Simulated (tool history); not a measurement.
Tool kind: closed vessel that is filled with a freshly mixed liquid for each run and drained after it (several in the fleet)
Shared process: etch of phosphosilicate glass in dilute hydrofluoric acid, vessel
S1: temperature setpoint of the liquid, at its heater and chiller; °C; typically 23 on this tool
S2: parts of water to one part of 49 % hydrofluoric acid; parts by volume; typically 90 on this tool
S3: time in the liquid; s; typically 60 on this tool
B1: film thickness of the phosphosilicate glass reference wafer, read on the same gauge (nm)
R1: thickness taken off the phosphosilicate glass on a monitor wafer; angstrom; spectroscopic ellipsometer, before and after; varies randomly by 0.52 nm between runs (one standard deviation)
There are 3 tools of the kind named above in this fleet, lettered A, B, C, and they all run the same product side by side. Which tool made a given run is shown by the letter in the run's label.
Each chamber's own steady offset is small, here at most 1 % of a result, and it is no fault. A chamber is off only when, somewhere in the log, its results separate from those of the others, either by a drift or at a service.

At hour 5.1: chamber B: thermometer replaced.
Run 1B, hour 5.1: usual settings; B1 129.98. Result: R1 972.97 angstrom.
Run 2A, hour 11.2: usual settings; B1 130.02. Result: R1 985.56 angstrom.
Run 3C, hour 16.2: usual settings; B1 129.99. Result: R1 981.61 angstrom.
Run 4B, hour 24: usual settings; B1 130.01. Result: R1 981.48 angstrom.
Run 5A, hour 28.4: usual settings; B1 129.99. Result: R1 987.44 angstrom.
Run 6C, hour 32.8: usual settings; B1 129.97. Result: R1 974.11 angstrom.
Run 7A, hour 36.8: usual settings; B1 130.01. Result: R1 985.65 angstrom.
Run 8C, hour 44.8: usual settings; B1 129.98. Result: R1 972.49 angstrom.
Run 9B, hour 49.2: usual settings; B1 130.01. Result: R1 983.72 angstrom.
Run 10C, hour 54: usual settings; B1 130. Result: R1 980.68 angstrom.
Run 11B, hour 60.2: usual settings; B1 130.03. Result: R1 987.03 angstrom.
Run 12A, hour 65.6: usual settings; B1 129.98. Result: R1 980.87 angstrom.
Run 13A, hour 70.1: usual settings; B1 129.97. Result: R1 981.9 angstrom.
Run 14C, hour 75: usual settings; B1 129.96. Result: R1 977.48 angstrom.
Run 15B, hour 79.8: usual settings; B1 130.01. Result: R1 978.13 angstrom.
Run 16B, hour 85.8: usual settings; B1 130. Result: R1 975.5 angstrom.
Run 17C, hour 93.2: usual settings; B1 130.04. Result: R1 979.63 angstrom.
Run 18A, hour 100.9: usual settings; B1 130.01. Result: R1 983.7 angstrom.
Run 19C, hour 106.7: usual settings; B1 129.99. Result: R1 976.62 angstrom.
Run 20B, hour 113.9: usual settings; B1 130.03. Result: R1 981.1 angstrom.
Run 21A, hour 117.6: usual settings but S3 40 s; B1 130.02. Result: R1 649.33 angstrom.
Run 22C, hour 125: usual settings but S3 40 s; B1 130.01. Result: R1 650.05 angstrom.
Run 23A, hour 131.5: usual settings but S3 40 s; B1 130.01. Result: R1 653.64 angstrom.
Run 24B, hour 139.5: usual settings; B1 130. Result: R1 968.46 angstrom.
Run 25A, hour 146.7: usual settings; B1 130.01. Result: R1 984.6 angstrom.
Run 26B, hour 152.3: usual settings; B1 130. Result: R1 983.15 angstrom.

What goes on in this fleet: one chamber off, a drifting gauge, or nothing beyond the chambers' own small offsets? Name the chamber and the cause, if any.

No chamber stands off beyond its own small offset, and the gauge holds steady.
